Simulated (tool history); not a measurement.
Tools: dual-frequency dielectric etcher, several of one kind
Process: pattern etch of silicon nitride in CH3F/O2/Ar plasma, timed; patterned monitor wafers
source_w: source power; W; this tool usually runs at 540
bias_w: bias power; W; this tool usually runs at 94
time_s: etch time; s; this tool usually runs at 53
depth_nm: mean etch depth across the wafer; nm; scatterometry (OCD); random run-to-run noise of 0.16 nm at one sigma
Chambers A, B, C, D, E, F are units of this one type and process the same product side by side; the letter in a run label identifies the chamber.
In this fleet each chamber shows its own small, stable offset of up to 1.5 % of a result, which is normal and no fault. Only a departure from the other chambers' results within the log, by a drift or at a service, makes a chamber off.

run   hour  source_w  bias_w  time_s  hours since the last wet clean  hours since the last source power generator calibration  hours since the last bias power generator calibration  read-back reference wafer on the same gauge, depth_nm  depth_nm
 1B    8.1       540      94      53                           521.2                                                    136.2                                                 1993.1                                                 37.952    45.739
 2E     17       540      94      53                             335                                                    250.3                                                 3941.4                                                 38.011     45.76
      22.5  -- chamber D: wet clean of the chamber
 3F   24.6       540      94      53                            92.8                                                      502                                                  282.1                                                 37.992    45.403
      30.2  -- chamber B: wet clean of the chamber
 4A   35.4       540      94      53                            93.8                                                   1017.8                                                   2989                                                 37.979    45.793
 5D   45.2       660      94    68.5                            22.7                                                   3268.6                                                  568.6                                                  38.01    63.554
      49.1  -- chamber A: bias power generator calibrated
 6C   53.6       660      94    68.5                            95.2                                                   2787.6                                                  195.9                                                  37.99    64.553
 7D   60.4       660      94    68.5                            37.9                                                   3283.8                                                  583.8                                                 37.997     63.55
 8B   70.9       660      94    68.5                            40.7                                                      199                                                 2055.9                                                 37.987    63.079
 9A   79.9       660      94    68.5                           138.3                                                   1062.3                                                   30.8                                                 38.046     63.68
10E   87.1       660      94    68.5                           405.1                                                    320.4                                                 4011.5                                                 37.995    63.546
11C   95.1       540      94      53                           136.7                                                   2829.1                                                  237.4                                                 37.999     46.03
12F  104.2       540      94      53                           172.4                                                    581.6                                                  361.7                                                 37.991    45.308
13D  116.1       540      94      53                            93.6                                                   3339.5                                                  639.5                                                 38.042    45.727
14B  122.8       540      94      53                            92.6                                                    250.9                                                 2107.8                                                 38.013    45.557
15A  133.4       540      94      53                           191.8                                                   1115.8                                                   84.3                                                 37.984    45.458
16C  145.3       540      94      53                           186.9                                                   2879.3                                                  287.6                                                  37.98    45.946
17E  151.9       540      94      53                           469.9                                                    385.2                                                 4076.3                                                  37.99    45.602
18F  161.3       540      94      53                           229.5                                                    638.7                                                  418.8                                                 37.985    45.301
19E  170.2       540      94      53                           488.2                                                    403.5                                                 4094.6                                                 37.946    45.402
20F  179.5       540      94      53                           247.7                                                    656.9                                                    437                                                 37.986    45.342
21C  189.4       540      94      53                             231                                                   2923.4                                                  331.7                                                 38.002    46.315
     190.2  -- chamber E: bias power generator calibrated
22B  198.3       540      94      53                           168.1                                                    326.4                                                 2183.3                                                 38.028    45.821
23A  204.6       540      94      53                             263                                                     1187                                                  155.5                                                  37.98     45.39
24D    210       600      94      53                           187.5                                                   3433.4                                                  733.4                                                 37.994    47.659
25C  219.3       600      94      53                           260.9                                                   2953.3                                                  361.6                                                 38.004    48.111
26A  228.2       600      94      53                           286.6                                                   1210.6                                                  179.1                                                 37.993     47.28
27F    240       600      94      53                           308.2                                                    717.4                                                  497.5                                                 37.992    47.094
28E  250.1       600      94      53                           568.1                                                    483.4                                                     60                                                     38    47.592
     257.5  -- chamber E: wet clean of the chamber
29B  261.5       600      94      53                           231.3                                                    389.6                                                 2246.5                                                 37.979    47.266
30D  269.5       540      94      53                             247                                                   3492.9                                                  792.9                                                 38.016    46.047
31F  280.5       650      83      53                           348.7                                                    757.9                                                    538                                                  37.99     46.25
32A  288.8       650      83      53                           347.2                                                   1271.2                                                  239.7                                                 37.958    46.501
33C  295.3       650      83      53                           336.9                                                   3029.3                                                  437.6                                                 38.021     47.46
34E  302.6       650      83      53                            45.2                                                    535.9                                                  112.5                                                 38.024    46.735
35D  311.6       650      83      53                           289.1                                                     3535                                                    835                                                 37.995    47.111
36B  319.4       650      83      53                           289.2                                                    447.5                                                 2304.4                                                 37.962     46.74
37D    331       540      94      53                           308.5                                                   3554.4                                                  854.4                                                 38.033    45.608
38C  338.6       540      83      53                           380.2                                                   3072.6                                                  480.9                                                 37.998    44.273
39F  350.4       540      83      53                           418.6                                                    827.8                                                  607.9                                                 37.987    43.515
40B  360.1       540      83      53                           329.9                                                    488.2                                                 2345.1                                                 38.016    43.836
41A  369.5       540      83      53                           427.9                                                   1351.9                                                  320.4                                                 38.016    43.695
42E  376.6       540      83      53                           119.2                                                    609.9                                                  186.5                                                 37.996    43.497

Does one chamber stand apart from the rest, does the shared gauge drift, or is all well apart from small per-chamber offsets? Give the chamber and the most likely cause, where there is one.

All chambers stay in line apart from their small fixed offsets, and the gauge does not drift.
